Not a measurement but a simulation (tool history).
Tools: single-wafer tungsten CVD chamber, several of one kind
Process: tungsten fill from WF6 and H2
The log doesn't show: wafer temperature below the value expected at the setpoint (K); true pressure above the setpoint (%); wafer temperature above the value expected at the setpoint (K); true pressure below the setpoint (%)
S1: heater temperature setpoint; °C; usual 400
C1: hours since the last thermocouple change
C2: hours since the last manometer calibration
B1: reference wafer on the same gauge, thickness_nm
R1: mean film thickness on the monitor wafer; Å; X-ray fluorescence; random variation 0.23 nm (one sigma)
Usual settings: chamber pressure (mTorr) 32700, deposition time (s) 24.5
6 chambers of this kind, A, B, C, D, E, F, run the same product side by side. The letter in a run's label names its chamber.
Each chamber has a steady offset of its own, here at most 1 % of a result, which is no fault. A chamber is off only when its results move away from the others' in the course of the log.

-- hour=2.7 chamber C: thermocouple changed; heater temperature recalibrated
run 1E hour=4.1 | S1=400 chamber_pressure_(mTorr)=32700 deposition_time_(s)=24.5 | C1=836.2 C2=334.9 | B1=84.867 | R1=748.5
run 2C hour=6.5 | S1=400 chamber_pressure_(mTorr)=32700 deposition_time_(s)=24.5 | C1=3.9 C2=535.3 | B1=84.918 | R1=741.2
run 3A hour=11.3 | S1=400 chamber_pressure_(mTorr)=32700 deposition_time_(s)=24.5 | C1=338.5 C2=567.7 | B1=84.932 | R1=738.31
run 4D hour=16.1 | S1=400 chamber_pressure_(mTorr)=32700 deposition_time_(s)=24.5 | C1=524.2 C2=1405.1 | B1=84.968 | R1=740.63
run 5B hour=19.7 | S1=400 chamber_pressure_(mTorr)=32700 deposition_time_(s)=24.5 | C1=501.2 C2=1763.7 | B1=84.966 | R1=740.45
run 6F hour=24.3 | S1=400 chamber_pressure_(mTorr)=32700 deposition_time_(s)=24.5 | C1=1408.9 C2=2128.8 | B1=84.884 | R1=750.46
run 7B hour=26.6 | S1=400 chamber_pressure_(mTorr)=32700 deposition_time_(s)=24.5 | C1=508.1 C2=1770.6 | B1=84.975 | R1=745.65
run 8C hour=28.9 | S1=400 chamber_pressure_(mTorr)=32700 deposition_time_(s)=24.5 | C1=26.3 C2=557.7 | B1=84.949 | R1=737.46
run 9A hour=31.3 | S1=400 chamber_pressure_(mTorr)=29900 deposition_time_(s)=24.5 | C1=358.5 C2=587.7 | B1=84.916 | R1=709.08
run 10F hour=35.8 | S1=400 chamber_pressure_(mTorr)=29900 deposition_time_(s)=24.5 | C1=1420.4 C2=2140.3 | B1=84.939 | R1=718.31
run 11E hour=38.9 | S1=400 chamber_pressure_(mTorr)=29900 deposition_time_(s)=24.5 | C1=871 C2=369.7 | B1=84.894 | R1=716.07
run 12D hour=43.2 | S1=400 chamber_pressure_(mTorr)=29900 deposition_time_(s)=24.5 | C1=551.3 C2=1432.2 | B1=84.924 | R1=707.98
run 13A hour=45.7 | S1=400 chamber_pressure_(mTorr)=29900 deposition_time_(s)=24.5 | C1=372.9 C2=602.1 | B1=84.972 | R1=715.66
run 14E hour=49.6 | S1=400 chamber_pressure_(mTorr)=29900 deposition_time_(s)=24.5 | C1=881.7 C2=380.4 | B1=84.91 | R1=716.45
run 15B hour=52.2 | S1=400 chamber_pressure_(mTorr)=32700 deposition_time_(s)=24.5 | C1=533.7 C2=1796.2 | B1=84.914 | R1=738.76
run 16F hour=54.4 | S1=400 chamber_pressure_(mTorr)=32700 deposition_time_(s)=24.5 | C1=1439 C2=2158.9 | B1=84.925 | R1=751.89
run 17D hour=58.5 | S1=394 chamber_pressure_(mTorr)=29300 deposition_time_(s)=24.5 | C1=566.6 C2=1447.5 | B1=84.843 | R1=625.39
-- hour=62.9 chamber F: capacitance manometer re-zeroed and calibrated
run 18C hour=62.9 | S1=394 chamber_pressure_(mTorr)=29300 deposition_time_(s)=24.5 | C1=60.3 C2=591.7 | B1=84.869 | R1=622.81
run 19F hour=67.7 | S1=394 chamber_pressure_(mTorr)=29300 deposition_time_(s)=24.5 | C1=1452.3 C2=4.9 | B1=84.935 | R1=649.71
run 20C hour=70.9 | S1=394 chamber_pressure_(mTorr)=29300 deposition_time_(s)=24.5 | C1=68.3 C2=599.7 | B1=84.859 | R1=627.03
run 21B hour=74.2 | S1=394 chamber_pressure_(mTorr)=29300 deposition_time_(s)=24.5 | C1=555.7 C2=1818.2 | B1=84.846 | R1=626.44
run 22D hour=76.9 | S1=394 chamber_pressure_(mTorr)=29300 deposition_time_(s)=24.5 | C1=585 C2=1465.9 | B1=84.871 | R1=630.33
run 23E hour=79.3 | S1=400 chamber_pressure_(mTorr)=32700 deposition_time_(s)=24.5 | C1=911.4 C2=410.1 | B1=84.823 | R1=745.24
run 24A hour=83 | S1=400 chamber_pressure_(mTorr)=32700 deposition_time_(s)=24.5 | C1=410.2 C2=639.4 | B1=84.943 | R1=744.57
run 25D hour=86.2 | S1=400 chamber_pressure_(mTorr)=32700 deposition_time_(s)=24.5 | C1=594.3 C2=1475.2 | B1=84.927 | R1=737.73
run 26E hour=88.9 | S1=410 chamber_pressure_(mTorr)=40500 deposition_time_(s)=24.5 | C1=921 C2=419.7 | B1=84.902 | R1=981.53
run 27F hour=91.7 | S1=410 chamber_pressure_(mTorr)=40500 deposition_time_(s)=24.5 | C1=1476.3 C2=28.9 | B1=84.86 | R1=1010.1
run 28B hour=96 | S1=410 chamber_pressure_(mTorr)=40500 deposition_time_(s)=24.5 | C1=577.5 C2=1840 | B1=84.881 | R1=984.17
run 29C hour=99.3 | S1=410 chamber_pressure_(mTorr)=40500 deposition_time_(s)=24.5 | C1=96.7 C2=628.1 | B1=84.898 | R1=972.24
run 30A hour=102.4 | S1=410 chamber_pressure_(mTorr)=40500 deposition_time_(s)=24.5 | C1=429.6 C2=658.8 | B1=84.946 | R1=985.95
run 31D hour=105.1 | S1=410 chamber_pressure_(mTorr)=40500 deposition_time_(s)=24.5 | C1=613.2 C2=1494.1 | B1=84.945 | R1=977.52
run 32E hour=107.5 | S1=400 chamber_pressure_(mTorr)=32700 deposition_time_(s)=24.5 | C1=939.6 C2=438.3 | B1=84.869 | R1=745.5
run 33F hour=111.4 | S1=400 chamber_pressure_(mTorr)=32700 deposition_time_(s)=24.5 | C1=1496 C2=48.6 | B1=84.857 | R1=765.46
run 34C hour=114.5 | S1=400 chamber_pressure_(mTorr)=32700 deposition_time_(s)=24.5 | C1=111.9 C2=643.3 | B1=84.883 | R1=741.44
-- hour=117.1 chamber F: thermocouple changed; heater temperature recalibrated
run 35A hour=117.2 | S1=400 chamber_pressure_(mTorr)=32700 deposition_time_(s)=24.5 | C1=444.4 C2=673.6 | B1=84.868 | R1=744.77
run 36B hour=122 | S1=400 chamber_pressure_(mTorr)=32700 deposition_time_(s)=24.5 | C1=603.5 C2=1866 | B1=84.875 | R1=740.86
run 37B hour=125.2 | S1=400 chamber_pressure_(mTorr)=32700 deposition_time_(s)=24.5 | C1=606.7 C2=1869.2 | B1=84.941 | R1=739.77
run 38A hour=127.8 | S1=400 chamber_pressure_(mTorr)=32700 deposition_time_(s)=24.5 | C1=455 C2=684.2 | B1=84.881 | R1=741.84
run 39E hour=130.2 | S1=400 chamber_pressure_(mTorr)=32700 deposition_time_(s)=24.5 | C1=962.3 C2=461 | B1=84.93 | R1=742.68
run 40F hour=134.3 | S1=400 chamber_pressure_(mTorr)=32700 deposition_time_(s)=24.5 | C1=17.3 C2=71.5 | B1=84.914 | R1=763.12

Next, every chamber runs the same settings. What will each give?
run 41A hour=137.8 | S1=400 chamber_pressure_(mTorr)=27400 deposition_time_(s)=24.5 | R1=?
run 41B hour=137.8 | S1=400 chamber_pressure_(mTorr)=27400 deposition_time_(s)=24.5 | R1=?
run 41C hour=137.8 | S1=400 chamber_pressure_(mTorr)=27400 deposition_time_(s)=24.5 | R1=?
run 41D hour=137.8 | S1=400 chamber_pressure_(mTorr)=27400 deposition_time_(s)=24.5 | R1=?
run 41E hour=137.8 | S1=400 chamber_pressure_(mTorr)=27400 deposition_time_(s)=24.5 | R1=?
run 41F hour=137.8 | S1=400 chamber_pressure_(mTorr)=27400 deposition_time_(s)=24.5 | R1=?

run=41A R1=681.11
run=41B R1=679.83
run=41C R1=678.22
run=41D R1=676.81
run=41E R1=686.99
run=41F R1=699.77
